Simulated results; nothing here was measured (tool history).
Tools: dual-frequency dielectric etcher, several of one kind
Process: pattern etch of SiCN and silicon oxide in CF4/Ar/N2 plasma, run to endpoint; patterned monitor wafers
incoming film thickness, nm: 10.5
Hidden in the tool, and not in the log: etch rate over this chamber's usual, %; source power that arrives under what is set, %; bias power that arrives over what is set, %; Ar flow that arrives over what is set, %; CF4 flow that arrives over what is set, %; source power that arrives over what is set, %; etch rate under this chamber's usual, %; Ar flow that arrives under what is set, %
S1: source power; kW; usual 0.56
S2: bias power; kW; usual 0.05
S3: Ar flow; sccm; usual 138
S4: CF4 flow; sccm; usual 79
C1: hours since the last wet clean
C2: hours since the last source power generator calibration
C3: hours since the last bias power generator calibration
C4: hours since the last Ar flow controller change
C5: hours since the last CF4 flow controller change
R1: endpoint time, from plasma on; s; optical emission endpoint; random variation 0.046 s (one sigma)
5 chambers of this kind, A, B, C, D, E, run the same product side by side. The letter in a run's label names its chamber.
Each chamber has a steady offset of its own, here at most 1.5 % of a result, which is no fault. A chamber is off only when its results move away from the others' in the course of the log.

run	hour	S1	S2	S3	S4	C1	C2	C3	C4	C5	R1
1C	7.3	0.56	0.05	138	79	239.5	500.2	2099.8	708.7	1363	11.702
2D	11.8	0.56	0.05	138	79	310.3	2384	1072.1	839	1170.6	11.802
3B	21.3	0.56	0.05	138	79	165.4	4184.1	3553.4	31.9	1198.6	11.789
4A	28.9	0.56	0.05	138	79	471.9	709.4	1985.5	2636.9	3441	11.685
5E	34.5	0.56	0.05	138	79	284.3	699.4	3072.1	1411.9	584	11.525
# hour 41.3: chamber B: source power generator calibrated
6C	43.9	0.56	0.05	138	79	276.1	536.8	2136.4	745.3	1399.6	11.781
7D	50.4	0.56	0.05	138	79	348.9	2422.6	1110.7	877.6	1209.2	11.771
8B	59.8	0.56	0.05	168	94	203.9	18.5	3591.9	70.4	1237.1	11.756
9E	66	0.56	0.05	168	94	315.8	730.9	3103.6	1443.4	615.5	11.603
10A	72	0.56	0.05	168	94	515	752.5	2028.6	2680	3484.1	11.726
11C	81.6	0.56	0.05	168	94	313.8	574.5	2174.1	783	1437.3	11.694
12D	89.8	0.56	0.05	168	94	388.3	2462	1150.1	917	1248.6	11.977
13B	96.6	0.56	0.05	138	79	240.7	55.3	3628.7	107.2	1273.9	11.726
14A	103.3	0.56	0.05	138	79	546.3	783.8	2059.9	2711.3	3515.4	11.699
15E	110.1	0.56	0.05	138	79	359.9	775	3147.7	1487.5	659.6	11.527
16E	114.4	0.56	0.05	138	79	364.2	779.3	3152	1491.8	663.9	11.43
17D	121.6	0.56	0.061	138	79	420.1	2493.8	1181.9	948.8	1280.4	11.072
18C	130.8	0.56	0.061	138	79	363	623.7	2223.3	832.2	1486.5	10.962
19A	138.8	0.56	0.061	138	79	581.8	819.3	2095.4	2746.8	3550.9	10.918
20B	146.3	0.56	0.061	138	79	290.4	105	3678.4	156.9	1323.6	10.952
# hour 153.8: chamber A: wet clean of the chamber
21A	154.9	0.56	0.061	138	79	1.2	835.4	2111.5	2762.9	3567	10.885
22D	164.7	0.56	0.05	138	79	463.2	2536.9	1225	991.9	1323.5	11.853
23B	169.2	0.56	0.05	138	79	313.3	127.9	3701.3	179.8	1346.5	11.807
24E	178.3	0.45	0.05	168	79	428.1	843.2	3215.9	1555.7	727.8	14.557
25C	185.4	0.45	0.05	168	79	417.6	678.3	2277.9	886.8	1541.1	14.735
26E	191.3	0.45	0.05	168	79	441.1	856.2	3228.9	1568.7	740.8	14.503
27D	198.4	0.45	0.05	168	79	496.9	2570.6	1258.7	1025.6	1357.2	14.895
28A	206.5	0.45	0.05	168	79	52.8	887	2163.1	2814.5	3618.6	14.667
29C	212	0.56	0.05	138	79	444.2	704.9	2304.5	913.4	1567.7	11.705
# hour 215.8: chamber C: wet clean of the chamber
30B	216.5	0.56	0.05	138	79	360.6	175.2	3748.6	227.1	1393.8	11.701
31A	224.3	0.56	0.05	138	79	70.6	904.8	2180.9	2832.3	3636.4	11.629
32C	231.1	0.56	0.05	138	79	15.3	724	2323.6	932.5	1586.8	11.663
33D	238.8	0.56	0.05	138	79	537.3	2611	1299.1	1066	1397.6	11.8

Next, every chamber runs the same settings. What will each give?
34A	245.8	0.56	0.05	138	79						?
34B	245.8	0.56	0.05	138	79						?
34C	245.8	0.56	0.05	138	79						?
34D	245.8	0.56	0.05	138	79						?
34E	245.8	0.56	0.05	138	79						?

run	R1
34A	11.698
34B	11.741
34C	11.722
34D	11.867
34E	11.546
